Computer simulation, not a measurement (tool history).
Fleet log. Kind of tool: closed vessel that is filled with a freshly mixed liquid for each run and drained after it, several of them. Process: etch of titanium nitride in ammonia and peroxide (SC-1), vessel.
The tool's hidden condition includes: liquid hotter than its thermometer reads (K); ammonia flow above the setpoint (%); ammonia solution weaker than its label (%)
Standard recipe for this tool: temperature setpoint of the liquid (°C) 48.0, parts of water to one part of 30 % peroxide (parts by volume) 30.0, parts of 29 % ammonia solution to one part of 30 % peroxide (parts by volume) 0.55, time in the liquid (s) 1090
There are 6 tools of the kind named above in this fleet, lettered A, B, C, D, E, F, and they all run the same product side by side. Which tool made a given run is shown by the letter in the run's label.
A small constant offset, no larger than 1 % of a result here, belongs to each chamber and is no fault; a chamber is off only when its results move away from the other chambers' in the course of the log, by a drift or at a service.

run,hour,temperature setpoint of the liquid (°C),parts of water to one part of 30 % peroxide (parts by volume),parts of 29 % ammonia solution to one part of 30 % peroxide (parts by volume),time in the liquid (s),hours since the thermometer was replaced,hours since the ammonia flow meter was replaced,hours since the drum of ammonia solution was connected,"read-back film thickness of the titanium nitride reference wafer, read on the same gauge (nm)",thickness taken off the titanium nitride on a monitor wafer (nm)
# hour 2.7: chamber B: new drum of ammonia solution connected
1D,10.6,48.0,30.0,0.55,1090,299.5,922.7,445.9,110.00,43.422
2A,16.1,48.0,30.0,0.55,1090,776.5,937.5,166.7,110.01,44.371
3B,21.2,48.0,30.0,0.55,1090,581.3,340.2,18.6,109.99,43.625
4E,27.8,48.0,30.0,0.55,1090,716.4,475.2,1001.2,109.99,43.978
5C,37.0,48.0,30.0,0.55,1090,210.3,165.8,225.5,110.02,42.817
6F,47.5,48.0,30.0,0.55,1090,1150.4,817.8,255.3,109.99,43.679
# hour 53.5: chamber A: ammonia flow meter replaced
7C,55.4,48.0,30.0,0.55,1090,228.7,184.2,243.9,109.98,43.694
8A,66.4,48.0,30.0,0.55,1090,826.8,13.0,217.0,110.00,44.455
9F,72.3,48.0,30.0,0.55,1090,1175.2,842.6,280.1,109.99,43.367
10E,77.8,57.5,30.0,0.55,1090,766.4,525.2,1051.2,110.02,84.420
11D,82.8,57.5,30.0,0.55,1090,371.7,994.9,518.1,110.00,83.568
# hour 84.3: chamber E: new drum of ammonia solution connected
# hour 85.0: chamber E: ammonia flow meter replaced
12B,91.8,57.5,30.0,0.55,1090,651.9,410.8,89.2,110.00,82.700
# hour 94.8: chamber D: ammonia flow meter replaced
13F,99.4,57.5,30.0,0.55,1090,1202.3,869.7,307.2,109.99,83.417
14A,108.6,57.5,30.0,0.55,1090,869.0,55.2,259.2,109.99,85.272
15E,119.6,57.5,30.0,0.55,1090,808.2,34.7,35.4,109.99,84.118
16B,128.4,42.5,30.0,0.75,1090,688.5,447.4,125.8,110.00,31.336
# hour 135.0: chamber C: new drum of ammonia solution connected
17D,139.1,42.5,30.0,0.75,1090,428.0,44.4,574.4,109.99,31.185
18C,144.6,42.5,30.0,0.75,1090,317.9,273.4,9.6,109.99,30.832
19F,150.6,42.5,30.0,0.75,1090,1253.5,920.9,358.4,109.98,30.962
20D,156.1,42.5,30.0,0.75,1090,445.0,61.4,591.4,110.01,30.999
21B,163.3,42.5,30.0,0.75,1090,723.4,482.3,160.7,109.99,31.159
# hour 165.7: chamber B: ammonia flow meter replaced
22C,173.0,48.0,30.0,0.55,1090,346.3,301.8,38.0,110.00,43.672
23E,177.8,48.0,30.0,0.55,1090,866.4,92.9,93.6,110.00,43.626
24A,188.2,48.0,43.5,0.55,1090,948.6,134.8,338.8,109.99,35.321
25D,194.1,48.0,43.5,0.55,1090,483.0,99.4,629.4,109.99,35.199
# hour 196.8: chamber B: new drum of ammonia solution connected
26A,199.5,48.0,43.5,0.55,1090,959.9,146.1,350.1,110.00,35.539
27B,204.3,48.0,43.5,0.55,1090,764.4,38.6,7.5,110.00,36.018
28F,211.4,48.0,43.5,0.55,1090,1314.3,981.7,419.2,110.00,35.428
29E,220.5,48.0,43.5,0.55,1090,909.1,135.6,136.3,110.02,35.358
# hour 224.6: chamber D: thermometer replaced
30C,230.8,54.5,21.0,0.55,1090,404.1,359.6,95.8,110.00,83.267
31E,240.4,54.5,21.0,0.55,1090,929.0,155.5,156.2,110.01,84.865
32F,249.1,54.5,21.0,0.55,1090,1352.0,1019.4,456.9,110.00,84.454
33C,256.5,54.5,21.0,0.55,1090,429.8,385.3,121.5,110.00,82.829
# hour 263.6: chamber E: thermometer replaced
34D,266.6,54.5,21.0,0.55,1090,42.1,171.9,701.9,109.99,83.485
35B,271.9,54.5,21.0,0.55,1090,832.0,106.2,75.1,110.00,87.165
36A,280.6,48.0,30.0,0.55,1090,1041.0,227.2,431.2,110.00,44.057
37E,288.0,48.0,30.0,0.55,1090,24.5,203.1,203.8,109.99,43.804
38A,298.1,48.0,30.0,0.55,1090,1058.5,244.7,448.7,109.99,44.570
39C,307.7,48.0,30.0,0.55,1090,481.0,436.5,172.7,109.99,43.281
40B,317.9,48.0,30.0,0.55,1090,878.0,152.2,121.1,109.99,47.869
# hour 326.7: chamber D: new drum of ammonia solution connected
41D,326.8,48.0,30.0,0.55,1090,102.3,232.1,0.1,110.01,43.593
42F,337.0,48.0,30.0,0.55,1090,1439.9,1107.3,544.8,110.01,44.129
43B,343.1,48.0,17.5,0.55,1090,903.2,177.4,146.3,110.00,64.303

One chamber off, gauge drift, or nothing amiss beyond the chambers' own small offsets? If it is a chamber, which one, and what is the likeliest cause?

Little by little, chamber B moves away from the other chambers.
What lies behind it: liquid hotter than its thermometer reads (K) = 1.42.

Which of the 4 candidates below, each the usual settings with something changed and its results left as question marks, puts chamber B back in line with what the other chambers give on the usual settings?
To be in line, a result may differ from the other chambers' mean on the usual settings by at most: thickness taken off the titanium nitride on a monitor wafer (nm) 1.000
44B-1,351.2,48.5,29.5,0.55,1135,,,,,?
44B-2,351.2,46.5,31.0,0.55,1005,,,,,?
44B-3,351.2,48.0,30.0,0.35,1090,,,,,?
44B-4,351.2,51.0,30.0,0.55,1090,,,,,?

Average result of the remaining chambers running the usual settings: thickness taken off the titanium nitride on a monitor wafer (nm) 43.696
run,thickness taken off the titanium nitride on a monitor wafer (nm)
44B-1,52.486
44B-2,39.336
44B-3,44.292
44B-4,59.276
With 44B-3, the chamber falls back in line with the rest.
